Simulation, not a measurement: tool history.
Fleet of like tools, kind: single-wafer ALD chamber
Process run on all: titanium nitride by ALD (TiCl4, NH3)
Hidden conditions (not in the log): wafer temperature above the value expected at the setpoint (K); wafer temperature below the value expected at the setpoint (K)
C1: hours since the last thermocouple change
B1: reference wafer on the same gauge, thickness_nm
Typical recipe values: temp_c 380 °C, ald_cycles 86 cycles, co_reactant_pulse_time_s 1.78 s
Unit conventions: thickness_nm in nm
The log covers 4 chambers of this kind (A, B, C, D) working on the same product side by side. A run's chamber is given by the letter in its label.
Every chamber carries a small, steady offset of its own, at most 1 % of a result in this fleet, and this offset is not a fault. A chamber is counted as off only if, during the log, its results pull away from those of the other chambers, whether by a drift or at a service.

{"run": "1C", "hour": 13.0, "temp_c": 380, "ald_cycles": 86, "co_reactant_pulse_time_s": 1.78, "C1": 2451.7, "B1": 1.9406, "thickness_nm": 1.8483}
{"run": "2A", "hour": 21.6, "temp_c": 380, "ald_cycles": 86, "co_reactant_pulse_time_s": 1.78, "C1": 146.5, "B1": 1.942, "thickness_nm": 1.8484}
{"run": "3B", "hour": 31.9, "temp_c": 380, "ald_cycles": 86, "co_reactant_pulse_time_s": 1.78, "C1": 45.4, "B1": 1.9392, "thickness_nm": 1.8284}
{"run": "4D", "hour": 43.7, "temp_c": 380, "ald_cycles": 86, "co_reactant_pulse_time_s": 1.78, "C1": 613.8, "B1": 1.9399, "thickness_nm": 1.8664}
{"run": "5C", "hour": 53.8, "temp_c": 380, "ald_cycles": 79, "co_reactant_pulse_time_s": 1.78, "C1": 2492.5, "B1": 1.9374, "thickness_nm": 1.6976}
{"run": "6D", "hour": 60.7, "temp_c": 380, "ald_cycles": 79, "co_reactant_pulse_time_s": 1.78, "C1": 630.8, "B1": 1.9388, "thickness_nm": 1.696}
{"run": "7B", "hour": 72.0, "temp_c": 380, "ald_cycles": 79, "co_reactant_pulse_time_s": 1.78, "C1": 85.5, "B1": 1.9373, "thickness_nm": 1.7007}
{"run": "8A", "hour": 82.5, "temp_c": 380, "ald_cycles": 79, "co_reactant_pulse_time_s": 1.78, "C1": 207.4, "B1": 1.9403, "thickness_nm": 1.6939}
{"run": "9C", "hour": 90.2, "temp_c": 380, "ald_cycles": 86, "co_reactant_pulse_time_s": 1.78, "C1": 2528.9, "B1": 1.9407, "thickness_nm": 1.8449}
{"run": "10D", "hour": 105.3, "temp_c": 380, "ald_cycles": 86, "co_reactant_pulse_time_s": 1.78, "C1": 675.4, "B1": 1.9397, "thickness_nm": 1.8673}
{"run": "11A", "hour": 117.7, "temp_c": 380, "ald_cycles": 86, "co_reactant_pulse_time_s": 1.78, "C1": 242.6, "B1": 1.937, "thickness_nm": 1.8252}
{"run": "12B", "hour": 131.4, "temp_c": 380, "ald_cycles": 86, "co_reactant_pulse_time_s": 1.78, "C1": 144.9, "B1": 1.9377, "thickness_nm": 1.8464}
{"run": "13D", "hour": 140.3, "temp_c": 391, "ald_cycles": 86, "co_reactant_pulse_time_s": 1.78, "C1": 710.4, "B1": 1.9425, "thickness_nm": 1.8961}
{"run": "14B", "hour": 151.9, "temp_c": 391, "ald_cycles": 86, "co_reactant_pulse_time_s": 1.78, "C1": 165.4, "B1": 1.9405, "thickness_nm": 1.8585}
{"run": "15A", "hour": 159.3, "temp_c": 391, "ald_cycles": 86, "co_reactant_pulse_time_s": 1.78, "C1": 284.2, "B1": 1.9389, "thickness_nm": 1.8534}
{"run": "16C", "hour": 170.6, "temp_c": 391, "ald_cycles": 86, "co_reactant_pulse_time_s": 1.78, "C1": 2609.3, "B1": 1.939, "thickness_nm": 1.8652}
{"run": "17B", "hour": 185.3, "temp_c": 380, "ald_cycles": 86, "co_reactant_pulse_time_s": 1.78, "C1": 198.8, "B1": 1.94, "thickness_nm": 1.8425}
{"run": "18C", "hour": 194.5, "temp_c": 380, "ald_cycles": 86, "co_reactant_pulse_time_s": 1.78, "C1": 2633.2, "B1": 1.9401, "thickness_nm": 1.8248}
{"run": "19A", "hour": 207.9, "temp_c": 380, "ald_cycles": 86, "co_reactant_pulse_time_s": 1.78, "C1": 332.8, "B1": 1.9398, "thickness_nm": 1.8101}
{"run": "20D", "hour": 222.9, "temp_c": 372, "ald_cycles": 86, "co_reactant_pulse_time_s": 1.78, "C1": 793, "B1": 1.9398, "thickness_nm": 1.8445}
{"run": "21A", "hour": 230.4, "temp_c": 372, "ald_cycles": 86, "co_reactant_pulse_time_s": 1.78, "C1": 355.3, "B1": 1.9417, "thickness_nm": 1.8376}
{"run": "22B", "hour": 245.0, "temp_c": 372, "ald_cycles": 86, "co_reactant_pulse_time_s": 1.78, "C1": 258.5, "B1": 1.9386, "thickness_nm": 1.8239}
{"run": "23D", "hour": 253.1, "temp_c": 372, "ald_cycles": 86, "co_reactant_pulse_time_s": 1.78, "C1": 823.2, "B1": 1.9373, "thickness_nm": 1.8397}
{"run": "24C", "hour": 261.9, "temp_c": 380, "ald_cycles": 86, "co_reactant_pulse_time_s": 1.78, "C1": 2700.6, "B1": 1.9406, "thickness_nm": 1.8621}
{"run": "25D", "hour": 269.7, "temp_c": 380, "ald_cycles": 86, "co_reactant_pulse_time_s": 1.78, "C1": 839.8, "B1": 1.9394, "thickness_nm": 1.8762}
{"run": "26C", "hour": 283.1, "temp_c": 380, "ald_cycles": 86, "co_reactant_pulse_time_s": 1.78, "C1": 2721.8, "B1": 1.9392, "thickness_nm": 1.8453}
{"run": "27A", "hour": 296.6, "temp_c": 380, "ald_cycles": 86, "co_reactant_pulse_time_s": 1.78, "C1": 421.5, "B1": 1.9367, "thickness_nm": 1.8225}
{"run": "28B", "hour": 311.6, "temp_c": 380, "ald_cycles": 86, "co_reactant_pulse_time_s": 1.78, "C1": 325.1, "B1": 1.9391, "thickness_nm": 1.8488}
{"run": "29B", "hour": 321.9, "temp_c": 380, "ald_cycles": 86, "co_reactant_pulse_time_s": 1.78, "C1": 335.4, "B1": 1.9429, "thickness_nm": 1.8446}
{"run": "30D", "hour": 334.3, "temp_c": 380, "ald_cycles": 86, "co_reactant_pulse_time_s": 1.78, "C1": 904.4, "B1": 1.9427, "thickness_nm": 1.8662}
{"run": "31C", "hour": 349.0, "temp_c": 380, "ald_cycles": 86, "co_reactant_pulse_time_s": 1.78, "C1": 2787.7, "B1": 1.9409, "thickness_nm": 1.8603}
{"run": "32A", "hour": 363.8, "temp_c": 380, "ald_cycles": 86, "co_reactant_pulse_time_s": 2.31, "C1": 488.7, "B1": 1.9391, "thickness_nm": 1.8693}
{"run": "33D", "hour": 377.8, "temp_c": 380, "ald_cycles": 86, "co_reactant_pulse_time_s": 2.31, "C1": 947.9, "B1": 1.9404, "thickness_nm": 1.9088}
{"run": "34C", "hour": 387.0, "temp_c": 380, "ald_cycles": 86, "co_reactant_pulse_time_s": 2.31, "C1": 2825.7, "B1": 1.9409, "thickness_nm": 1.8718}

Each of the 4 chambers runs these same settings next. Fill in every chamber's results:
{"run": "35A", "hour": 397.9, "temp_c": 380, "ald_cycles": 72, "co_reactant_pulse_time_s": 1.78, "thickness_nm": "?"}
{"run": "35B", "hour": 397.9, "temp_c": 380, "ald_cycles": 72, "co_reactant_pulse_time_s": 1.78, "thickness_nm": "?"}
{"run": "35C", "hour": 397.9, "temp_c": 380, "ald_cycles": 72, "co_reactant_pulse_time_s": 1.78, "thickness_nm": "?"}
{"run": "35D", "hour": 397.9, "temp_c": 380, "ald_cycles": 72, "co_reactant_pulse_time_s": 1.78, "thickness_nm": "?"}

run=35A thickness_nm=1.5292
run=35B thickness_nm=1.5445
run=35C thickness_nm=1.5365
run=35D thickness_nm=1.5425
